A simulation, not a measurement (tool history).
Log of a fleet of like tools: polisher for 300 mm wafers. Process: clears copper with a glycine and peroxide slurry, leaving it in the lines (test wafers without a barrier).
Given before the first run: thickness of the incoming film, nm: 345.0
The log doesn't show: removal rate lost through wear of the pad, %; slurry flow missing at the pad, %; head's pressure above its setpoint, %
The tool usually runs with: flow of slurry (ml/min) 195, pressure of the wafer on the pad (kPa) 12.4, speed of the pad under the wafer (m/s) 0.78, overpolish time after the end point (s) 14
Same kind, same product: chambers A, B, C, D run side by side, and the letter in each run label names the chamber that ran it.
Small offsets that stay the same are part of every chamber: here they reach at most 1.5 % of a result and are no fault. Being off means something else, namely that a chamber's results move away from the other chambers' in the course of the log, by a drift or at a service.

run,hour,flow of slurry (ml/min),pressure of the wafer on the pad (kPa),speed of the pad under the wafer (m/s),overpolish time after the end point (s),wafers polished on this pad,hours since the slurry nozzle was cleaned,hours since the head pressure was calibrated,time until the end point was called (s),dishing of a wide line in a test structure (angstrom)
# hour 7.9: chamber B: slurry nozzle cleaned
1C,13.3,195,12.4,0.78,14,652,655.5,922.1,99.085,345.83
2B,26.6,195,12.4,0.78,14,203,18.7,79.8,99.384,337.00
3D,37.5,195,12.4,0.78,14,644,110.2,173.6,103.170,334.24
# hour 41.2: chamber C: slurry nozzle cleaned
# hour 41.3: chamber A: worn pad replaced by a new one
4A,51.7,195,12.4,0.78,14,59,72.8,402.0,99.672,334.53
# hour 62.4: chamber C: worn pad replaced by a new one
5A,67.4,195,12.4,0.78,14,147,88.5,417.7,99.092,342.24
6B,77.7,195,12.4,0.78,14,491,69.8,130.9,101.530,337.93
7D,86.0,195,12.4,0.78,14,918,158.7,222.1,103.620,327.88
8C,95.0,160,12.4,0.78,14,183,53.8,1003.8,102.980,328.43
9D,104.4,160,12.4,0.78,14,1021,177.1,240.5,105.280,324.89
10B,114.3,160,12.4,0.78,14,698,106.4,167.5,102.920,329.09
11C,122.8,160,12.4,0.78,14,340,81.6,1031.6,104.050,323.02
12A,132.7,195,12.4,0.78,14,515,153.8,483.0,99.377,331.37
13A,145.8,195,12.4,0.78,14,589,166.9,496.1,102.200,332.74
# hour 150.9: chamber A: worn pad replaced by a new one
# hour 155.9: chamber B: worn pad replaced by a new one
14C,157.7,195,12.4,0.78,14,537,116.5,1066.5,99.787,337.88
15D,168.9,195,12.4,0.78,14,1385,241.6,305.0,103.340,330.29
16B,183.0,195,12.4,0.78,14,153,175.1,236.2,99.550,331.56
17C,194.5,195,12.4,0.68,14,744,153.3,1103.3,111.520,311.05
18A,206.8,195,12.4,0.68,14,315,227.9,557.1,110.720,312.42
19B,219.8,195,12.4,0.68,14,360,211.9,273.0,109.700,305.00
20D,228.2,195,12.4,0.68,14,1719,300.9,364.3,115.140,302.39
# hour 238.5: chamber C: worn pad replaced by a new one
21A,239.6,195,12.4,0.78,14,500,260.7,589.9,101.330,331.89
22B,249.0,195,9.7,0.78,10,525,241.1,302.2,116.510,205.79
# hour 249.2: chamber A: worn pad replaced by a new one
23C,258.5,195,9.7,0.78,10,112,217.3,1167.3,120.030,208.40
24D,267.5,195,9.7,0.78,10,1941,340.2,403.6,128.050,208.84
25A,276.7,195,9.7,0.78,10,155,297.8,627.0,119.660,213.35
26C,286.6,195,12.4,0.78,14,271,245.4,1195.4,102.390,333.75
27D,296.8,195,12.4,0.78,14,2106,369.5,432.9,105.580,327.02
# hour 302.8: chamber C: head pressure recalibrated
28B,309.1,195,12.4,0.78,14,863,301.2,362.3,100.870,333.86
# hour 316.4: chamber A: slurry nozzle cleaned
29C,324.3,195,12.4,0.78,14,483,283.1,21.5,101.200,334.23
30A,338.9,195,12.4,0.78,14,505,22.5,689.2,102.190,335.77
# hour 341.4: chamber B: worn pad replaced by a new one
# hour 349.2: chamber B: slurry nozzle cleaned
31D,349.3,195,12.4,0.78,14,2402,422.0,485.4,108.210,315.09
# hour 350.2: chamber A: worn pad replaced by a new one
32B,361.7,195,12.4,0.78,14,114,12.6,414.9,99.165,328.75
33A,370.6,195,12.4,0.78,14,115,54.2,720.9,100.240,342.39
34B,382.0,195,12.4,0.78,14,229,32.9,435.2,99.781,335.92

Is one chamber out of step, is the gauge drifting, or do the chambers differ by no more than their own small offsets? For an off chamber, give its letter and the likeliest cause.

Chamber D drifts away from the others.
Likeliest cause: removal rate lost through wear of the pad, % = 6.11.
The log may not separate it from: slurry flow missing at the pad, %; head's pressure below its setpoint, %.

Chamber D could run next with any of the 4 candidate recipes listed below; each alters the usual settings, and their results appear as question marks. Which one brings its results back in line with what the other chambers deliver on the usual settings?
In line here means within this much of the mean the other chambers give on the usual settings: time until the end point was called (s) 3.800; dishing of a wide line in a test structure (angstrom) 21.00
35D-1,393.9,195,11.7,0.74,14,,,,?,?
35D-2,393.9,190,11.0,0.70,14,,,,?,?
35D-3,393.9,200,13.8,0.86,14,,,,?,?
35D-4,393.9,195,13.1,0.82,14,,,,?,?

Average result of the remaining chambers running the usual settings: time until the end point was called (s) 100.630; dishing of a wide line in a test structure (angstrom) 335.66
run,time until the end point was called (s),dishing of a wide line in a test structure (angstrom)
35D-1,118.070,293.41
35D-2,127.960,273.43
35D-3,94.324,355.89
35D-4,101.720,333.72
It is 35D-4 that realigns the chamber with its peers.
